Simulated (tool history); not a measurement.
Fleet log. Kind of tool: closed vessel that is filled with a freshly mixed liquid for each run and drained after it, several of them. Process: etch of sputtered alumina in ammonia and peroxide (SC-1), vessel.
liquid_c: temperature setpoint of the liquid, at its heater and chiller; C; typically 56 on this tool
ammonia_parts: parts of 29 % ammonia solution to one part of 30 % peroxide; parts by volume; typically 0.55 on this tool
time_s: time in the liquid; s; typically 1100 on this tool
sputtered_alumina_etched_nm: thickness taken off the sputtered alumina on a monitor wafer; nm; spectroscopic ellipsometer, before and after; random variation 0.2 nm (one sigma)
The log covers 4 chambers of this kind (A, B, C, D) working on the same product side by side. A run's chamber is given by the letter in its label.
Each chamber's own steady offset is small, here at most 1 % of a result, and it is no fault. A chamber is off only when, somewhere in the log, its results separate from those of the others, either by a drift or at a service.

run	hour	liquid_c	ammonia_parts	time_s	hours since the thermometer was replaced	hours since the ammonia flow meter was replaced	hours since the drum of ammonia solution was connected	read-back film thickness of the sputtered alumina reference wafer, read on the same gauge (nm)	sputtered_alumina_etched_nm
1A	3.1	56	0.55	1100	285.6	283.1	912.2	140.01	47.249
2C	6.2	56	0.55	1100	862.0	466.1	135.2	139.99	46.271
3B	9.2	56	0.55	1100	256.0	295.2	13.7	139.99	46.712
4D	12.3	56	0.55	1100	168.3	307.2	140.5	140.02	47.316
5A	15.6	56	0.35	1100	298.1	295.6	924.7	139.99	44.955
6B	19.3	56	0.35	1100	266.1	305.3	23.8	140.01	44.870
7D	23.4	56	0.35	1100	179.4	318.3	151.6	140.02	45.422
8C	26.5	56	0.35	1100	882.3	486.4	155.5	139.99	44.733
9A	29.8	56	0.55	1100	312.3	309.8	938.9	139.99	46.881
10D	33.6	56	0.55	1100	189.6	328.5	161.8	139.99	46.704
11C	37.8	63	0.70	1100	893.6	497.7	166.8	140.00	69.212
12B	41.7	63	0.70	1100	288.5	327.7	46.2	140.01	69.214
13D	45.1	63	0.70	1100	201.1	340.0	173.3	140.01	69.149
14B	47.1	63	0.70	1100	293.9	333.1	51.6	140.00	69.270
15A	49.1	56	0.55	1100	331.6	329.1	958.2	140.00	47.375
16C	52.1	56	0.55	1100	907.9	512.0	181.1	140.00	46.833
17D	54.2	56	0.55	1100	210.2	349.1	182.4	140.02	47.185
18C	57.9	56	0.55	1100	913.7	517.8	186.9	140.01	46.858
19B	61.0	49	0.55	1370	307.8	347.0	65.5	140.00	39.739
20A	64.5	49	0.55	1370	347.0	344.5	973.6	139.99	41.418
21C	67.4	49	0.55	1370	923.2	527.3	196.4	140.00	39.534
22D	70.5	49	0.55	1370	226.5	365.4	198.7	140.01	40.429
23A	72.4	56	0.55	1100	354.9	352.4	981.5	139.99	48.678
24B	74.6	56	0.55	1100	321.4	360.6	79.1	140.00	47.104
# hour 75.7: chamber C: thermometer replaced
25B	77.2	56	0.55	1100	324.0	363.2	81.7	140.00	47.347
26C	79.6	56	0.55	1100	3.9	539.5	208.6	140.02	46.428
27A	83.4	56	0.55	1100	365.9	363.4	992.5	139.99	49.063
28D	87.4	56	0.55	1100	243.4	382.3	215.6	140.00	47.294
29D	91.0	56	0.55	1100	247.0	385.9	219.2	140.00	47.451
30B	94.4	56	0.55	1100	341.2	380.4	98.9	140.01	46.809
31A	96.9	56	0.55	1100	379.4	376.9	1006.0	140.00	49.360
32C	100.1	56	0.55	1100	24.4	560.0	229.1	140.00	46.904
33D	103.0	56	0.55	1100	259.0	397.9	231.2	140.01	47.360
34A	106.6	56	0.55	1100	389.1	386.6	1015.7	140.02	49.943
35B	109.0	56	0.55	1100	355.8	395.0	113.5	139.98	47.258
36C	113.2	56	0.55	1100	37.5	573.1	242.2	140.01	46.684
37B	116.6	56	0.55	1100	363.4	402.6	121.1	139.99	46.896

For the next run the whole fleet of 4 chambers uses the same settings. Give each chamber's results:
38A	119.7	56	0.70	1100					?
38B	119.7	56	0.70	1100					?
38C	119.7	56	0.70	1100					?
38D	119.7	56	0.70	1100					?

run	sputtered_alumina_etched_nm
38A	51.892
38B	48.270
38C	47.850
38D	48.523

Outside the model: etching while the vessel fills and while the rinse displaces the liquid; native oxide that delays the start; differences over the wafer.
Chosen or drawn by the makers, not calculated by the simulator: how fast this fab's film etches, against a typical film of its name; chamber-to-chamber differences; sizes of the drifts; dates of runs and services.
